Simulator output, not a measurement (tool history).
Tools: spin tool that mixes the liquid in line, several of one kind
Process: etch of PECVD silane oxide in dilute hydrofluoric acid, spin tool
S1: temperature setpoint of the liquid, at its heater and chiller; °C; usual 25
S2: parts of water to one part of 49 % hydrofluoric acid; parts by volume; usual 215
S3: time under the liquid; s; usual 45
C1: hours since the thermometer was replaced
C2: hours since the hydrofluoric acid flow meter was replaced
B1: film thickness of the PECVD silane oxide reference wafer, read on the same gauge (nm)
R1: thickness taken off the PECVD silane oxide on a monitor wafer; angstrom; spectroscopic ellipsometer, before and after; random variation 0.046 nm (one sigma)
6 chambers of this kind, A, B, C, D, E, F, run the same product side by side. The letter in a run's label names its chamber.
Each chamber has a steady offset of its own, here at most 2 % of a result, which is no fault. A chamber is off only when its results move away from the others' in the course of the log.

Run 1E, hour 7.4: usual settings; C1 135; C2 196.6; B1 119.96. Result: R1 51.003 angstrom.
Run 2A, hour 13.9: usual settings; C1 1289; C2 478.8; B1 120. Result: R1 52.591 angstrom.
Run 3C, hour 23.8: usual settings; C1 239.9; C2 974.5; B1 119.99. Result: R1 52.355 angstrom.
Run 4B, hour 35.5: usual settings; C1 1452.4; C2 72.8; B1 120.01. Result: R1 51.887 angstrom.
Run 5D, hour 43.1: usual settings; C1 1443.8; C2 684.3; B1 120. Result: R1 52.265 angstrom.
Run 6F, hour 54.6: usual settings; C1 65.5; C2 281.6; B1 120.01. Result: R1 53.236 angstrom.
Run 7C, hour 61.1: usual settings; C1 277.2; C2 1011.8; B1 119.99. Result: R1 53.291 angstrom.
Run 8B, hour 71.3: usual settings; C1 1488.2; C2 108.6; B1 119.99. Result: R1 52.101 angstrom.
Run 9E, hour 83.7: usual settings; C1 211.3; C2 272.9; B1 119.99. Result: R1 50.928 angstrom.
Run 10F, hour 94: usual settings; C1 104.9; C2 321; B1 120. Result: R1 53.165 angstrom.
Run 11D, hour 103.6: usual settings; C1 1504.3; C2 744.8; B1 120.01. Result: R1 51.537 angstrom.
Run 12A, hour 116.9: usual settings but S2 280 parts by volume; C1 1392; C2 581.8; B1 119.97. Result: R1 37.696 angstrom.
Run 13B, hour 127.2: usual settings but S2 280 parts by volume; C1 1544.1; C2 164.5; B1 120. Result: R1 37.467 angstrom.
Run 14C, hour 138.1: usual settings but S2 280 parts by volume; C1 354.2; C2 1088.8; B1 119.98. Result: R1 38.088 angstrom.
Run 15F, hour 151.3: usual settings but S2 280 parts by volume; C1 162.2; C2 378.3; B1 119.99. Result: R1 37.662 angstrom.
Run 16A, hour 161.5: usual settings but S2 280 parts by volume; C1 1436.6; C2 626.4; B1 120.01. Result: R1 38.297 angstrom.
Run 17D, hour 173.8: usual settings but S2 280 parts by volume; C1 1574.5; C2 815; B1 119.99. Result: R1 37.217 angstrom.
At hour 180.1: chamber D: hydrofluoric acid flow meter replaced.
Run 18E, hour 184.8: usual settings; C1 312.4; C2 374; B1 120.02. Result: R1 49.941 angstrom.
Run 19D, hour 193.7: usual settings; C1 1594.4; C2 13.6; B1 120.01. Result: R1 52.023 angstrom.
Run 20F, hour 201.1: usual settings; C1 212; C2 428.1; B1 120. Result: R1 53 angstrom.
Run 21B, hour 209.7: usual settings; C1 1626.6; C2 247; B1 120.01. Result: R1 52.456 angstrom.
Run 22E, hour 221.3: usual settings; C1 348.9; C2 410.5; B1 120.01. Result: R1 49.051 angstrom.
Run 23A, hour 233.6: usual settings but S3 60 s; C1 1508.7; C2 698.5; B1 119.98. Result: R1 70.59 angstrom.
Run 24C, hour 243.4: usual settings but S3 60 s; C1 459.5; C2 1194.1; B1 120.03. Result: R1 70.708 angstrom.
Run 25F, hour 249.3: usual settings but S3 60 s; C1 260.2; C2 476.3; B1 120.01. Result: R1 70.443 angstrom.
Run 26C, hour 261.7: usual settings but S3 60 s; C1 477.8; C2 1212.4; B1 120.04. Result: R1 69.003 angstrom.
Run 27A, hour 272.5: usual settings but S3 60 s; C1 1547.6; C2 737.4; B1 120. Result: R1 71.402 angstrom.
Run 28B, hour 283.7: usual settings but S3 60 s; C1 1700.6; C2 321; B1 120.01. Result: R1 68.822 angstrom.
Run 29D, hour 290.9: usual settings; C1 1691.6; C2 110.8; B1 120.01. Result: R1 52.375 angstrom.
Run 30E, hour 298: usual settings; C1 425.6; C2 487.2; B1 120. Result: R1 48.555 angstrom.
Run 31C, hour 304.9: usual settings; C1 521; C2 1255.6; B1 120.01. Result: R1 52.264 angstrom.
Run 32D, hour 317.6: usual settings; C1 1718.3; C2 137.5; B1 120.02. Result: R1 52.165 angstrom.
Run 33F, hour 328.4: usual settings; C1 339.3; C2 555.4; B1 119.99. Result: R1 53.12 angstrom.
Run 34A, hour 336.1: usual settings; C1 1611.2; C2 801; B1 120.01. Result: R1 52.233 angstrom.
Run 35E, hour 344.2: usual settings; C1 471.8; C2 533.4; B1 119.99. Result: R1 47.658 angstrom.
Run 36B, hour 353.3: usual settings but S2 285 parts by volume, S3 55 s; C1 1770.2; C2 390.6; B1 119.98. Result: R1 45.652 angstrom.

All 6 chambers run these settings next. Forecast each chamber's results:
Run 37A, hour 362.8: usual settings. Result: R1 ?.
Run 37B, hour 362.8: usual settings. Result: R1 ?.
Run 37C, hour 362.8: usual settings. Result: R1 ?.
Run 37D, hour 362.8: usual settings. Result: R1 ?.
Run 37E, hour 362.8: usual settings. Result: R1 ?.
Run 37F, hour 362.8: usual settings. Result: R1 ?.

run      R1
37A   52.92
37B  51.296
37C  52.182
37D  51.643
37E  47.988
37F  53.503

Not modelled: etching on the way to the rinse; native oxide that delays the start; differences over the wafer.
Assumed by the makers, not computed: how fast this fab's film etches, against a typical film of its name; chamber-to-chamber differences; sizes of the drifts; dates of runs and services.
